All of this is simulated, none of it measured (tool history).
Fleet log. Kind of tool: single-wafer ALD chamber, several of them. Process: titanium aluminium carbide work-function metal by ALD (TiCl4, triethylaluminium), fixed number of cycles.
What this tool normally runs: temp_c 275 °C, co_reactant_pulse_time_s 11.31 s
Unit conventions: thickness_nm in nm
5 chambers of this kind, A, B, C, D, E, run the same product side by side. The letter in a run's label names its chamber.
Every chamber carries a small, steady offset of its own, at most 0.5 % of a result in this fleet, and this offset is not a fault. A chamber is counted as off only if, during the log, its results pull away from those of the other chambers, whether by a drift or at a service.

run	day	temp_c	co_reactant_pulse_time_s	read-back reference wafer on the same gauge, thickness_nm	thickness_nm
1C	0.317	275	11.31	1.7612	1.7918
2D	0.762	275	11.31	1.7615	1.7937
3A	1.133	275	11.31	1.7607	1.8213
4E	1.642	275	11.31	1.7620	1.8108
5B	2.125	275	11.31	1.7596	1.7990
6E	2.525	275	11.31	1.7610	1.8260
7B	2.983	275	11.31	1.7610	1.8151
# day 3.275: chamber E: thermocouple changed; heater temperature recalibrated
8C	3.379	275	11.31	1.7590	1.8117
9D	3.975	275	11.31	1.7589	1.7841
# day 4.288: chamber D: triethylaluminium bottle replaced
10A	4.346	275	11.31	1.7605	1.8100
11A	4.842	275	11.31	1.7603	1.8054
12B	5.338	275	11.31	1.7581	1.7955
13E	5.621	275	11.31	1.7595	1.7947
14C	6.033	275	11.31	1.7590	1.7868
15D	6.479	262	8.53	1.7617	1.6227
16D	7.083	262	8.53	1.7600	1.6370
17A	7.404	262	8.53	1.7614	1.6286
18C	7.717	262	8.53	1.7602	1.6495
19B	8.325	262	8.53	1.7605	1.5954
20E	8.838	275	11.31	1.7625	1.8183
21C	9.325	275	11.31	1.7606	1.8064
22E	9.633	275	11.31	1.7580	1.8208
23B	9.900	275	11.31	1.7584	1.7799
24D	10.338	275	11.31	1.7600	1.8083
25A	10.904	275	11.31	1.7618	1.8063
# day 11.125: chamber D: thermocouple changed; heater temperature recalibrated
26A	11.442	275	11.31	1.7593	1.7991
27B	11.796	275	11.31	1.7582	1.7623
28D	12.267	275	11.31	1.7613	1.7884
29C	12.558	275	8.27	1.7607	1.7311
# day 12.717: chamber E: triethylaluminium bottle replaced
30E	12.958	275	8.27	1.7600	1.7310
31C	13.300	275	8.27	1.7595	1.7385
32A	13.762	275	8.27	1.7621	1.7320
33E	14.050	275	8.27	1.7610	1.7362
34D	14.517	275	11.31	1.7604	1.7929
35B	15.008	275	11.31	1.7589	1.7658
36B	15.346	275	11.31	1.7601	1.7502
37D	15.642	275	11.31	1.7603	1.7934
38C	16.058	275	11.31	1.7600	1.8076
39E	16.342	275	14.39	1.7612	1.8443
40A	16.838	275	14.39	1.7598	1.8175
41A	17.212	275	14.39	1.7613	1.8096

For the next run the whole fleet of 5 chambers uses the same settings. Give each chamber's results:
42A	17.650	275	8.82		?
42B	17.650	275	8.82		?
42C	17.650	275	8.82		?
42D	17.650	275	8.82		?
42E	17.650	275	8.82		?

run	thickness_nm
42A	1.7557
42B	1.6473
42C	1.7551
42D	1.7413
42E	1.7473
